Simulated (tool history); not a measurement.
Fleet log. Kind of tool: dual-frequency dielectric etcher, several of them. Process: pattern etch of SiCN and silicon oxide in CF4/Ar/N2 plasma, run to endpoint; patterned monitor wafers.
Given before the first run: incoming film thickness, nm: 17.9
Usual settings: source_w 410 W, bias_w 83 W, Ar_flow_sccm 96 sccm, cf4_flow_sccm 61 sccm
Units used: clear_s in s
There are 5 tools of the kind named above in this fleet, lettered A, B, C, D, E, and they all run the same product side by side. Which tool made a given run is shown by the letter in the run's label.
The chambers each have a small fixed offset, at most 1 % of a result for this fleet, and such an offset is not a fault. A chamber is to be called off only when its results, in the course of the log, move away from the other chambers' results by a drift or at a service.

| run | hour | source_w | bias_w | Ar_flow_sccm | cf4_flow_sccm | clear_s |
|---|---|---|---|---|---|---|
| 1D | 8.2 | 410 | 83 | 96 | 61 | 22.086 |
| 2B | 18.5 | 410 | 83 | 96 | 61 | 21.964 |
| 3E | 28.7 | 410 | 83 | 96 | 61 | 21.664 |
| 4A | 33.5 | 410 | 83 | 96 | 61 | 21.672 |
| 5C | 41.7 | 410 | 83 | 96 | 61 | 21.795 |
| 6B | 48.5 | 330 | 83 | 96 | 76 | 25.493 |
|  | 49.9 | chamber D: wet clean of the chamber |
| 7D | 54.1 | 330 | 83 | 96 | 76 | 25.740 |
| 8E | 62.7 | 330 | 83 | 96 | 76 | 25.468 |
| 9A | 71.6 | 330 | 83 | 96 | 76 | 25.861 |
| 10C | 79.7 | 330 | 83 | 96 | 76 | 25.617 |
| 11A | 87.7 | 410 | 83 | 96 | 61 | 21.581 |
|  | 92.8 | chamber B: wet clean of the chamber |
| 12D | 94.8 | 410 | 83 | 96 | 61 | 21.810 |
| 13C | 99.8 | 410 | 83 | 96 | 61 | 21.933 |
|  | 102.3 | chamber C: CF4 flow controller replaced |
| 14B | 105.2 | 410 | 83 | 96 | 61 | 21.782 |
| 15E | 113.0 | 320 | 83 | 113 | 61 | 27.736 |
|  | 118.6 | chamber C: wet clean of the chamber |
| 16D | 122.6 | 320 | 83 | 113 | 61 | 27.679 |
| 17C | 132.4 | 320 | 83 | 113 | 61 | 28.268 |
| 18A | 137.5 | 320 | 83 | 113 | 61 | 28.168 |
| 19E | 145.4 | 320 | 83 | 113 | 61 | 28.017 |
| 20B | 151.1 | 410 | 83 | 96 | 61 | 21.850 |
| 21E | 156.0 | 380 | 83 | 75 | 61 | 22.400 |
| 22D | 163.3 | 380 | 83 | 75 | 61 | 22.801 |
| 23B | 170.9 | 380 | 83 | 75 | 61 | 22.781 |
| 24A | 179.1 | 380 | 83 | 75 | 61 | 22.739 |
| 25C | 189.5 | 380 | 83 | 75 | 61 | 22.488 |
|  | 198.5 | chamber A: CF4 flow controller replaced |
| 26A | 198.9 | 410 | 83 | 96 | 61 | 21.922 |
| 27D | 208.4 | 410 | 96 | 96 | 61 | 20.744 |
| 28E | 216.4 | 410 | 96 | 96 | 61 | 20.541 |
| 29C | 223.8 | 410 | 96 | 96 | 61 | 20.720 |
| 30B | 230.3 | 410 | 96 | 96 | 61 | 20.836 |
|  | 232.6 | chamber A: wet clean of the chamber |
| 31C | 237.1 | 410 | 96 | 96 | 61 | 20.981 |
| 32D | 242.3 | 410 | 83 | 96 | 61 | 21.919 |
| 33A | 248.3 | 340 | 83 | 104 | 61 | 26.118 |
| 34B | 255.0 | 340 | 83 | 104 | 61 | 26.116 |

One chamber off, gauge drift, or nothing amiss beyond the chambers' own small offsets? If it is a chamber, which one, and what is the likeliest cause?

Beyond each chamber's small constant offset nothing stands out, and the gauge stays steady.
